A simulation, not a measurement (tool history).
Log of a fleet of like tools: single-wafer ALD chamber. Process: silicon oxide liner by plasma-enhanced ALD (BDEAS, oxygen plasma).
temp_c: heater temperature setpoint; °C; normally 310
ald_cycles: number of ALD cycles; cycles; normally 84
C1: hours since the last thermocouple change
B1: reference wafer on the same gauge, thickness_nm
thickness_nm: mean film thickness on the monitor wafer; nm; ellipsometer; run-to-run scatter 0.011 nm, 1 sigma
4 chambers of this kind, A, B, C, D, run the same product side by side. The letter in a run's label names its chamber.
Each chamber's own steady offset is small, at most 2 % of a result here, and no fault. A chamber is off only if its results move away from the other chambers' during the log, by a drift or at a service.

run 1B hour=4.5 | temp_c=310 ald_cycles=84 | C1=687.8 | B1=8.6401 | thickness_nm=7.6992
run 2C hour=7.7 | temp_c=310 ald_cycles=84 | C1=118 | B1=8.6418 | thickness_nm=7.7298
run 3D hour=11.1 | temp_c=310 ald_cycles=84 | C1=1950.5 | B1=8.6411 | thickness_nm=7.6064
run 4A hour=17.1 | temp_c=310 ald_cycles=84 | C1=383.1 | B1=8.6437 | thickness_nm=7.8627
run 5B hour=20.4 | temp_c=310 ald_cycles=84 | C1=703.7 | B1=8.6454 | thickness_nm=7.6927
run 6C hour=23.6 | temp_c=310 ald_cycles=84 | C1=133.9 | B1=8.6463 | thickness_nm=7.7468
run 7D hour=27 | temp_c=310 ald_cycles=84 | C1=1966.4 | B1=8.6461 | thickness_nm=7.6259
run 8A hour=31.6 | temp_c=310 ald_cycles=84 | C1=397.6 | B1=8.6483 | thickness_nm=7.8663
run 9A hour=36.6 | temp_c=310 ald_cycles=84 | C1=402.6 | B1=8.651 | thickness_nm=7.8479
run 10D hour=40.8 | temp_c=310 ald_cycles=84 | C1=1980.2 | B1=8.6508 | thickness_nm=7.6399
run 11B hour=46.5 | temp_c=310 ald_cycles=84 | C1=729.8 | B1=8.654 | thickness_nm=7.7104
run 12C hour=49 | temp_c=310 ald_cycles=84 | C1=159.3 | B1=8.6525 | thickness_nm=7.748
run 13C hour=53.1 | temp_c=310 ald_cycles=84 | C1=163.4 | B1=8.6537 | thickness_nm=7.7509
run 14A hour=58.7 | temp_c=310 ald_cycles=84 | C1=424.7 | B1=8.656 | thickness_nm=7.8606
run 15D hour=62.4 | temp_c=310 ald_cycles=84 | C1=2001.8 | B1=8.6552 | thickness_nm=7.6573
run 16B hour=66 | temp_c=310 ald_cycles=84 | C1=749.3 | B1=8.6563 | thickness_nm=7.7031
run 17C hour=70.2 | temp_c=310 ald_cycles=84 | C1=180.5 | B1=8.6581 | thickness_nm=7.7546
run 18A hour=73 | temp_c=302 ald_cycles=69 | C1=439 | B1=8.663 | thickness_nm=6.5483
run 19D hour=77.2 | temp_c=302 ald_cycles=69 | C1=2016.6 | B1=8.6605 | thickness_nm=6.3533
run 20B hour=81.6 | temp_c=302 ald_cycles=69 | C1=764.9 | B1=8.6644 | thickness_nm=6.4155
run 21B hour=85.7 | temp_c=302 ald_cycles=69 | C1=769 | B1=8.6633 | thickness_nm=6.4119
run 22A hour=88.5 | temp_c=310 ald_cycles=84 | C1=454.5 | B1=8.6648 | thickness_nm=7.8711
run 23C hour=94.3 | temp_c=310 ald_cycles=84 | C1=204.6 | B1=8.6643 | thickness_nm=7.7558
run 24D hour=99 | temp_c=310 ald_cycles=84 | C1=2038.4 | B1=8.6682 | thickness_nm=7.6488
run 25B hour=103.3 | temp_c=310 ald_cycles=84 | C1=786.6 | B1=8.6695 | thickness_nm=7.7195
run 26C hour=107.1 | temp_c=310 ald_cycles=84 | C1=217.4 | B1=8.6704 | thickness_nm=7.7726
run 27A hour=111.6 | temp_c=304 ald_cycles=84 | C1=477.6 | B1=8.6703 | thickness_nm=7.931
run 28D hour=115.2 | temp_c=304 ald_cycles=84 | C1=2054.6 | B1=8.6724 | thickness_nm=7.7349
run 29C hour=119.6 | temp_c=304 ald_cycles=84 | C1=229.9 | B1=8.6723 | thickness_nm=7.849
run 30B hour=125.5 | temp_c=304 ald_cycles=84 | C1=808.8 | B1=8.6774 | thickness_nm=7.7869
run 31D hour=131.4 | temp_c=299 ald_cycles=72 | C1=2070.8 | B1=8.6785 | thickness_nm=6.684
run 32A hour=134.1 | temp_c=299 ald_cycles=72 | C1=500.1 | B1=8.6794 | thickness_nm=6.8681
run 33A hour=138.3 | temp_c=299 ald_cycles=72 | C1=504.3 | B1=8.6781 | thickness_nm=6.8494
run 34D hour=142 | temp_c=299 ald_cycles=72 | C1=2081.4 | B1=8.6754 | thickness_nm=6.6962
run 35B hour=144.6 | temp_c=310 ald_cycles=84 | C1=827.9 | B1=8.6781 | thickness_nm=7.7192
run 36C hour=148.5 | temp_c=317 ald_cycles=73 | C1=258.8 | B1=8.6776 | thickness_nm=6.6989
run 37C hour=153.3 | temp_c=317 ald_cycles=73 | C1=263.6 | B1=8.6806 | thickness_nm=6.6934
run 38A hour=155.8 | temp_c=317 ald_cycles=73 | C1=521.8 | B1=8.6857 | thickness_nm=6.7851
run 39B hour=159.5 | temp_c=317 ald_cycles=73 | C1=842.8 | B1=8.6839 | thickness_nm=6.6529
run 40D hour=162.6 | temp_c=310 ald_cycles=84 | C1=2102 | B1=8.6867 | thickness_nm=7.6732
run 41C hour=166.3 | temp_c=322 ald_cycles=84 | C1=276.6 | B1=8.686 | thickness_nm=7.6336
run 42B hour=169.2 | temp_c=322 ald_cycles=84 | C1=852.5 | B1=8.6864 | thickness_nm=7.5827
run 43D hour=175.1 | temp_c=322 ald_cycles=84 | C1=2114.5 | B1=8.6906 | thickness_nm=7.5339

Is one chamber out of step, is the gauge drifting, or do the chambers differ by no more than their own small offsets? For an off chamber, give its letter and the likeliest cause.

Gauge drift. The chambers move together only on paper, and none stands off.
Cause: gauge reads high (%) = 0.577.

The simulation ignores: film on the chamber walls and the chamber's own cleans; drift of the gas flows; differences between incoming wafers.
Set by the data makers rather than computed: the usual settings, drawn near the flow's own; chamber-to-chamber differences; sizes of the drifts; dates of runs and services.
